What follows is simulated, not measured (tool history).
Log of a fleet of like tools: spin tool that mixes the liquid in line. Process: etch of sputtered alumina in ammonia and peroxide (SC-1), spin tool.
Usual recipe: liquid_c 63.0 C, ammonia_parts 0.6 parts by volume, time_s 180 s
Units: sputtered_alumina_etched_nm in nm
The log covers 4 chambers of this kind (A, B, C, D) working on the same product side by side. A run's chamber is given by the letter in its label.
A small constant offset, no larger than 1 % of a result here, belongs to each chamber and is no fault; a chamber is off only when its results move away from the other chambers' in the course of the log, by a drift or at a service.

run   hour  liquid_c  ammonia_parts  time_s  hours since the thermometer was replaced  hours since the ammonia flow meter was replaced  hours since the heated supply line was repaired  hours since the drum of ammonia solution was connected  read-back film thickness of the sputtered alumina reference wafer, read on the same gauge (nm)  sputtered_alumina_etched_nm
 1A    7.5      63.0            0.6     180                                    1435.5                                            766.8                                           2812.4                                                    11.4                                                                                          149.99                      21.6400
 2D   13.5      63.0            0.6     180                                    1105.1                                           1671.1                                           1632.1                                                   829.0                                                                                          150.03                      21.4840
 3C   22.7      63.0            0.6     180                                    1025.3                                            527.0                                            652.0                                                   292.7                                                                                          150.00                      21.6420
 4B   27.5      63.0            0.6     180                                     346.3                                            439.6                                            435.9                                                   574.7                                                                                          150.00                      21.1450
 5A   32.3      63.0            0.6     180                                    1460.3                                            791.6                                           2837.2                                                    36.2                                                                                          150.00                      21.4760
 6D   38.8      63.0            0.6     180                                    1130.4                                           1696.4                                           1657.4                                                   854.3                                                                                          150.01                      21.4170
      42.7  -- chamber A: ammonia flow meter replaced
 7C   46.0      63.0            0.6     180                                    1048.6                                            550.3                                            675.3                                                   316.0                                                                                          150.01                      21.8630
 8B   51.9      63.0            0.6     180                                     370.7                                            464.0                                            460.3                                                   599.1                                                                                          150.01                      21.5220
 9B   59.7      63.0            0.6     180                                     378.5                                            471.8                                            468.1                                                   606.9                                                                                          150.00                      21.2680
10C   65.2      69.5            0.7     180                                    1067.8                                            569.5                                            694.5                                                   335.2                                                                                          149.99                      29.2510
11D   71.8      69.5            0.7     180                                    1163.4                                           1729.4                                           1690.4                                                   887.3                                                                                          149.99                      29.8710
12A   77.4      69.5            0.7     180                                    1505.4                                             34.7                                           2882.3                                                    81.3                                                                                          149.99                      30.1310
13C   83.0      69.5            0.7     180                                    1085.6                                            587.3                                            712.3                                                   353.0                                                                                          150.00                      29.2010
      88.1  -- chamber A: thermometer replaced
14B   91.2      63.0            0.6     180                                     410.0                                            503.3                                            499.6                                                   638.4                                                                                          150.01                      21.6190
      92.1  -- chamber B: ammonia flow meter replaced
15D   95.7      63.0            0.6     180                                    1187.3                                           1753.3                                           1714.3                                                   911.2                                                                                          150.00                      21.4270
16A  102.6      63.0            0.6     180                                      14.5                                             59.9                                           2907.5                                                   106.5                                                                                          149.99                      21.5670
17A  109.7      63.0            0.6     180                                      21.6                                             67.0                                           2914.6                                                   113.6                                                                                          150.01                      21.4410
18D  117.3      63.0            0.6     180                                    1208.9                                           1774.9                                           1735.9                                                   932.8                                                                                          150.00                      21.4120
19B  122.3      63.0            0.6     180                                     441.1                                             30.2                                            530.7                                                   669.5                                                                                          150.04                      21.5440
     122.9  -- chamber B: new drum of ammonia solution connected
20C  130.5      63.0            0.6     180                                    1133.1                                            634.8                                            759.8                                                   400.5                                                                                          150.00                      20.0880
21A  136.2      57.5            0.6     100                                      48.1                                             93.5                                           2941.1                                                   140.1                                                                                          149.98                       9.0866
22D  142.7      57.5            0.6     100                                    1234.3                                           1800.3                                           1761.3                                                   958.2                                                                                          149.98                       8.9788
23B  150.8      57.5            0.6     100                                     469.6                                             58.7                                            559.2                                                    28.0                                                                                          150.00                       9.0754
24C  160.1      57.5            0.6     100                                    1162.7                                            664.4                                            789.4                                                   430.1                                                                                          150.02                       8.0885
25D  164.8      63.0            0.6     180                                    1256.4                                           1822.4                                           1783.4                                                   980.3                                                                                          149.98                      21.8130
26C  169.5      63.0            0.6     180                                    1172.1                                            673.8                                            798.8                                                   439.5                                                                                          150.00                      19.4190

Next, all 4 chambers run the settings below, one line each with question marks for the results. What does each chamber give?
27A  176.3      63.0            0.6     180                                                                                                                                                                                                                                                                                                                                ?
27B  176.3      63.0            0.6     180                                                                                                                                                                                                                                                                                                                                ?
27C  176.3      63.0            0.6     180                                                                                                                                                                                                                                                                                                                                ?
27D  176.3      63.0            0.6     180                                                                                                                                                                                                                                                                                                                                ?

run  sputtered_alumina_etched_nm
27A                      21.9340
27B                      21.2520
27C                      19.4190
27D                      21.7270
